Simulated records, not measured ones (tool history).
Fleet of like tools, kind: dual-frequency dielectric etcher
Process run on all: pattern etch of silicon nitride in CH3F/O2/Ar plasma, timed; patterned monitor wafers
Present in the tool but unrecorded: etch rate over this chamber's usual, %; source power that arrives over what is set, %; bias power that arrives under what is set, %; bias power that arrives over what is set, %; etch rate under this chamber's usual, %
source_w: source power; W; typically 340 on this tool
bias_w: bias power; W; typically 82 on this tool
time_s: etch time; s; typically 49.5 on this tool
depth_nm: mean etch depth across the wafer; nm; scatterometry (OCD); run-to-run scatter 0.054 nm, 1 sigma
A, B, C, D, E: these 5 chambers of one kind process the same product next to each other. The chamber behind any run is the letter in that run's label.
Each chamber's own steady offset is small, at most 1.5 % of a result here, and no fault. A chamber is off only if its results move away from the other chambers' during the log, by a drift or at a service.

| run | day | source_w | bias_w | time_s | hours since the last wet clean | hours since the last source power generator calibration | hours since the last bias power generator calibration | read-back reference wafer on the same gauge, depth_nm | depth_nm |
|---|---|---|---|---|---|---|---|---|---|
| 1C | 0.304 | 340 | 82 | 49.5 | 91.2 | 1132.7 | 550.5 | 27.408 | 34.242 |
| 2D | 0.612 | 340 | 82 | 49.5 | 162.6 | 1957 | 1442.6 | 27.415 | 33.677 |
| 3A | 0.933 | 340 | 82 | 49.5 | 47.2 | 2472.8 | 2390.8 | 27.424 | 34.026 |
| 4E | 1.221 | 340 | 82 | 49.5 | 79 | 105.1 | 695.6 | 27.426 | 34.232 |
| 5B | 1.546 | 340 | 82 | 49.5 | 355.1 | 1314.5 | 630 | 27.429 | 34.202 |
| 6C | 1.975 | 340 | 82 | 49.5 | 131.3 | 1172.8 | 590.6 | 27.43 | 34.185 |
| 7B | 2.375 | 340 | 82 | 49.5 | 375 | 1334.4 | 649.9 | 27.431 | 34.135 |
|  | 2.438 | chamber B: wet clean of the chamber |
| 8A | 2.6 | 340 | 82 | 49.5 | 87.2 | 2512.8 | 2430.8 | 27.437 | 34.018 |
| 9E | 3.088 | 340 | 82 | 49.5 | 123.8 | 149.9 | 740.4 | 27.445 | 34.267 |
| 10D | 3.379 | 340 | 82 | 49.5 | 229 | 2023.4 | 1509 | 27.456 | 33.759 |
| 11E | 3.596 | 340 | 82 | 49.5 | 136 | 162.1 | 752.6 | 27.465 | 34.237 |
| 12B | 4.05 | 340 | 82 | 49.5 | 38.8 | 1374.6 | 690.1 | 27.446 | 34.221 |
| 13D | 4.475 | 340 | 82 | 49.5 | 255.3 | 2049.7 | 1535.3 | 27.475 | 33.802 |
| 14C | 4.825 | 390 | 82 | 64 | 199.7 | 1241.2 | 659 | 27.477 | 46.84 |
| 15A | 5.292 | 390 | 82 | 64 | 151.8 | 2577.4 | 2495.4 | 27.478 | 46.274 |
| 16B | 5.608 | 390 | 82 | 64 | 76.2 | 1412 | 727.5 | 27.482 | 46.696 |
| 17A | 6.038 | 390 | 82 | 64 | 169.7 | 2595.3 | 2513.3 | 27.495 | 46.391 |
| 18E | 6.333 | 390 | 82 | 64 | 201.7 | 227.8 | 818.3 | 27.5 | 46.749 |
| 19C | 6.817 | 340 | 82 | 49.5 | 247.5 | 1289 | 706.8 | 27.504 | 34.296 |
| 20D | 7.033 | 340 | 82 | 49.5 | 316.7 | 2111.1 | 1596.7 | 27.502 | 33.848 |
| 21D | 7.267 | 340 | 82 | 55.5 | 322.3 | 2116.7 | 1602.3 | 27.512 | 37.877 |
| 22C | 7.738 | 340 | 82 | 55.5 | 269.6 | 1311.1 | 728.9 | 27.521 | 38.456 |
| 23B | 8.229 | 340 | 82 | 55.5 | 139.1 | 1474.9 | 790.4 | 27.537 | 38.419 |
| 24A | 8.588 | 340 | 82 | 55.5 | 230.9 | 2656.5 | 2574.5 | 27.532 | 38.359 |
| 25E | 9.062 | 340 | 82 | 55.5 | 267.2 | 293.3 | 883.8 | 27.533 | 38.513 |
| 26A | 9.454 | 340 | 82 | 49.5 | 251.7 | 2677.3 | 2595.3 | 27.556 | 34.138 |
| 27C | 9.908 | 340 | 82 | 49.5 | 321.7 | 1363.2 | 781 | 27.55 | 34.332 |
| 28B | 10.342 | 340 | 82 | 49.5 | 189.8 | 1525.6 | 841.1 | 27.558 | 34.372 |
| 29E | 10.7 | 340 | 82 | 49.5 | 306.5 | 332.6 | 923.1 | 27.566 | 34.444 |
| 30D | 10.921 | 340 | 82 | 49.5 | 410 | 2204.4 | 1690 | 27.576 | 33.873 |
| 31D | 11.283 | 340 | 82 | 49.5 | 418.7 | 2213.1 | 1698.7 | 27.582 | 33.874 |

Predict what each chamber gives when all 5 of them run the settings below next.
| 32A | 11.646 | 340 | 82 | 49.5 |  |  |  |  | ? |
| 32B | 11.646 | 340 | 82 | 49.5 |  |  |  |  | ? |
| 32C | 11.646 | 340 | 82 | 49.5 |  |  |  |  | ? |
| 32D | 11.646 | 340 | 82 | 49.5 |  |  |  |  | ? |
| 32E | 11.646 | 340 | 82 | 49.5 |  |  |  |  | ? |

| run | depth_nm |
|---|---|
| 32A | 34.194 |
| 32B | 34.284 |
| 32C | 34.427 |
| 32D | 33.878 |
| 32E | 34.352 |

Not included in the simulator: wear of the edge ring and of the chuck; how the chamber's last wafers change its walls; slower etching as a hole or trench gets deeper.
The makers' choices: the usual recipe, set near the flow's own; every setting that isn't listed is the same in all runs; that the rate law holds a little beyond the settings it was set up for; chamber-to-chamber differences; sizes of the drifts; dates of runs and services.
